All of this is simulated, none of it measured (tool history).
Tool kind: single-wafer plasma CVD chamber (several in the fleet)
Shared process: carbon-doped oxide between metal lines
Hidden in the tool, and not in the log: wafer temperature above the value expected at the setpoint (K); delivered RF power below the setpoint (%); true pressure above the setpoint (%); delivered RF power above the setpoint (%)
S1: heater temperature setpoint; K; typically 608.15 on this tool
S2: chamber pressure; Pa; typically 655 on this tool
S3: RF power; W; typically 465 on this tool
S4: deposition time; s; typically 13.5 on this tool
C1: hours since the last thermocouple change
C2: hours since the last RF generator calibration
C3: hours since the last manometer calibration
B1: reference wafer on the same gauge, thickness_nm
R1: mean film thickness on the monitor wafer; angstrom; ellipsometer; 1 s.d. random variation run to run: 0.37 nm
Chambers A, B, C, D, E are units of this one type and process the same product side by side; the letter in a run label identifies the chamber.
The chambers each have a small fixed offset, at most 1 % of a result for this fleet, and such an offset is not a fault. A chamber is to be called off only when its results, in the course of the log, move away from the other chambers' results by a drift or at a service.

{"run": "1A", "hour": 8.3, "S1": 608.15, "S2": 655, "S3": 465, "S4": 13.5, "C1": 1020.8, "C2": 204, "C3": 1389.4, "B1": 64.216, "R1": 699.86}
{"run": "2C", "hour": 19.3, "S1": 608.15, "S2": 655, "S3": 465, "S4": 13.5, "C1": 764.6, "C2": 200.7, "C3": 102.6, "B1": 64.196, "R1": 699.61}
{"run": "3E", "hour": 28.9, "S1": 608.15, "S2": 655, "S3": 465, "S4": 13.5, "C1": 1801.3, "C2": 866.9, "C3": 1907.8, "B1": 64.159, "R1": 694.78}
{"run": "4B", "hour": 38.4, "S1": 608.15, "S2": 655, "S3": 465, "S4": 13.5, "C1": 1512.8, "C2": 759.4, "C3": 1127.3, "B1": 64.154, "R1": 694.75}
{"run": "5D", "hour": 48.1, "S1": 608.15, "S2": 536, "S3": 465, "S4": 13.5, "C1": 1504.8, "C2": 1575.7, "C3": 1672.8, "B1": 64.162, "R1": 666.07}
{"run": "6D", "hour": 56.5, "S1": 608.15, "S2": 536, "S3": 465, "S4": 13.5, "C1": 1513.2, "C2": 1584.1, "C3": 1681.2, "B1": 64.142, "R1": 674.18}
{"run": "7E", "hour": 64.6, "S1": 608.15, "S2": 536, "S3": 465, "S4": 13.5, "C1": 1837, "C2": 902.6, "C3": 1943.5, "B1": 64.285, "R1": 673.36}
{"run": "8B", "hour": 75.7, "S1": 608.15, "S2": 536, "S3": 465, "S4": 13.5, "C1": 1550.1, "C2": 796.7, "C3": 1164.6, "B1": 64.224, "R1": 678.92}
{"run": "9A", "hour": 85.4, "S1": 608.15, "S2": 536, "S3": 465, "S4": 13.5, "C1": 1097.9, "C2": 281.1, "C3": 1466.5, "B1": 64.27, "R1": 676.21}
{"run": "10C", "hour": 91.4, "S1": 608.15, "S2": 655, "S3": 465, "S4": 13.5, "C1": 836.7, "C2": 272.8, "C3": 174.7, "B1": 64.111, "R1": 697.91}
{"run": "11D", "hour": 101.9, "S1": 608.15, "S2": 655, "S3": 465, "S4": 13.5, "C1": 1558.6, "C2": 1629.5, "C3": 1726.6, "B1": 64.228, "R1": 685.76}
{"run": "12B", "hour": 113.2, "S1": 608.15, "S2": 655, "S3": 465, "S4": 13.5, "C1": 1587.6, "C2": 834.2, "C3": 1202.1, "B1": 64.162, "R1": 694.46}
{"run": "13E", "hour": 122.3, "S1": 608.15, "S2": 805, "S3": 465, "S4": 13.5, "C1": 1894.7, "C2": 960.3, "C3": 2001.2, "B1": 64.249, "R1": 713.86}
{"run": "14C", "hour": 129.9, "S1": 608.15, "S2": 805, "S3": 465, "S4": 13.5, "C1": 875.2, "C2": 311.3, "C3": 213.2, "B1": 64.173, "R1": 719.66}
{"run": "15A", "hour": 136.5, "S1": 608.15, "S2": 805, "S3": 465, "S4": 13.5, "C1": 1149, "C2": 332.2, "C3": 1517.6, "B1": 64.21, "R1": 709.32}
{"run": "16D", "hour": 142.5, "S1": 608.15, "S2": 805, "S3": 465, "S4": 13.5, "C1": 1599.2, "C2": 1670.1, "C3": 1767.2, "B1": 64.22, "R1": 706.27}
{"run": "17E", "hour": 149.8, "S1": 608.15, "S2": 805, "S3": 465, "S4": 13.5, "C1": 1922.2, "C2": 987.8, "C3": 2028.7, "B1": 64.238, "R1": 715.01}
{"run": "18C", "hour": 160.8, "S1": 608.15, "S2": 655, "S3": 465, "S4": 13.5, "C1": 906.1, "C2": 342.2, "C3": 244.1, "B1": 64.249, "R1": 694.71}
{"hour": 169.4, "done": "chamber E: thermocouple changed; heater temperature recalibrated"}
{"run": "19B", "hour": 169.6, "S1": 608.15, "S2": 779, "S3": 465, "S4": 13.5, "C1": 1644, "C2": 890.6, "C3": 1258.5, "B1": 64.15, "R1": 716.88}
{"hour": 171.5, "done": "chamber D: RF generator calibrated"}
{"run": "20A", "hour": 177.6, "S1": 608.15, "S2": 779, "S3": 465, "S4": 13.5, "C1": 1190.1, "C2": 373.3, "C3": 1558.7, "B1": 64.206, "R1": 700.5}
{"run": "21E", "hour": 187.6, "S1": 608.15, "S2": 779, "S3": 465, "S4": 13.5, "C1": 18.3, "C2": 1025.6, "C3": 2066.5, "B1": 64.153, "R1": 703.35}
{"run": "22D", "hour": 195.7, "S1": 608.15, "S2": 779, "S3": 465, "S4": 13.5, "C1": 1652.4, "C2": 24.3, "C3": 1820.4, "B1": 64.16, "R1": 706.86}
{"run": "23B", "hour": 202.8, "S1": 608.15, "S2": 779, "S3": 465, "S4": 13.5, "C1": 1677.2, "C2": 923.8, "C3": 1291.7, "B1": 64.21, "R1": 709.68}
{"run": "24A", "hour": 211.7, "S1": 608.15, "S2": 655, "S3": 465, "S4": 12.6, "C1": 1224.2, "C2": 407.4, "C3": 1592.8, "B1": 64.168, "R1": 634.47}
{"run": "25C", "hour": 217.0, "S1": 608.15, "S2": 655, "S3": 465, "S4": 12.6, "C1": 962.3, "C2": 398.4, "C3": 300.3, "B1": 64.165, "R1": 645.42}
{"run": "26A", "hour": 227.0, "S1": 608.15, "S2": 655, "S3": 465, "S4": 12.6, "C1": 1239.5, "C2": 422.7, "C3": 1608.1, "B1": 64.203, "R1": 634.65}
{"run": "27B", "hour": 235.7, "S1": 608.15, "S2": 655, "S3": 465, "S4": 12.6, "C1": 1710.1, "C2": 956.7, "C3": 1324.6, "B1": 64.133, "R1": 653.33}
{"run": "28C", "hour": 247.0, "S1": 608.15, "S2": 655, "S3": 465, "S4": 12.6, "C1": 992.3, "C2": 428.4, "C3": 330.3, "B1": 64.207, "R1": 655.37}
{"run": "29D", "hour": 252.8, "S1": 608.15, "S2": 655, "S3": 465, "S4": 13.5, "C1": 1709.5, "C2": 81.4, "C3": 1877.5, "B1": 64.132, "R1": 691.19}
{"run": "30E", "hour": 260.8, "S1": 608.15, "S2": 655, "S3": 465, "S4": 13.5, "C1": 91.5, "C2": 1098.8, "C3": 2139.7, "B1": 64.194, "R1": 694.18}
{"run": "31A", "hour": 272.4, "S1": 608.15, "S2": 655, "S3": 465, "S4": 13.5, "C1": 1284.9, "C2": 468.1, "C3": 1653.5, "B1": 64.181, "R1": 664.74}
{"hour": 277.6, "done": "chamber B: capacitance manometer re-zeroed and calibrated"}
{"run": "32E", "hour": 284.3, "S1": 603.15, "S2": 655, "S3": 465, "S4": 13.5, "C1": 115, "C2": 1122.3, "C3": 2163.2, "B1": 64.257, "R1": 714.08}
{"run": "33D", "hour": 294.6, "S1": 603.15, "S2": 655, "S3": 465, "S4": 13.5, "C1": 1751.3, "C2": 123.2, "C3": 1919.3, "B1": 64.194, "R1": 702.36}
{"run": "34B", "hour": 303.6, "S1": 603.15, "S2": 655, "S3": 465, "S4": 13.5, "C1": 1778, "C2": 1024.6, "C3": 26.1, "B1": 64.194, "R1": 707.48}

Decide between three cases: one chamber stands off from its peers, the gauge reading all wafers drifts, or nothing is wrong past each chamber's small offset. Where a chamber is off, say which and what most likely put it there.

One chamber, A, drifts off from the rest bit by bit.
Likeliest cause: delivered RF power below the setpoint (%) = 7.37.

Which of the 4 candidates below, each the usual settings with something changed and its results left as question marks, puts chamber A back in line with what the other chambers give on the usual settings?
Maximum distance from the other chambers' mean on the usual settings for a result to count as in line: R1 13 angstrom
{"run": "35A-1", "hour": 312.3, "S1": 609.15, "S2": 655, "S3": 445, "S4": 12.8, "R1": "?"}
{"run": "35A-2", "hour": 312.3, "S1": 608.15, "S2": 651, "S3": 455, "S4": 13.1, "R1": "?"}
{"run": "35A-3", "hour": 312.3, "S1": 608.15, "S2": 665, "S3": 490, "S4": 13.5, "R1": "?"}
{"run": "35A-4", "hour": 312.3, "S1": 607.15, "S2": 663, "S3": 485, "S4": 14.2, "R1": "?"}

Other chambers, usual settings, mean: R1 694.37 angstrom
run=35A-1 R1=608.13
run=35A-2 R1=634.18
run=35A-3 R1=692.76
run=35A-4 R1=724.48
The answer is 35A-3, which returns the chamber to within the allowed miss of the others.

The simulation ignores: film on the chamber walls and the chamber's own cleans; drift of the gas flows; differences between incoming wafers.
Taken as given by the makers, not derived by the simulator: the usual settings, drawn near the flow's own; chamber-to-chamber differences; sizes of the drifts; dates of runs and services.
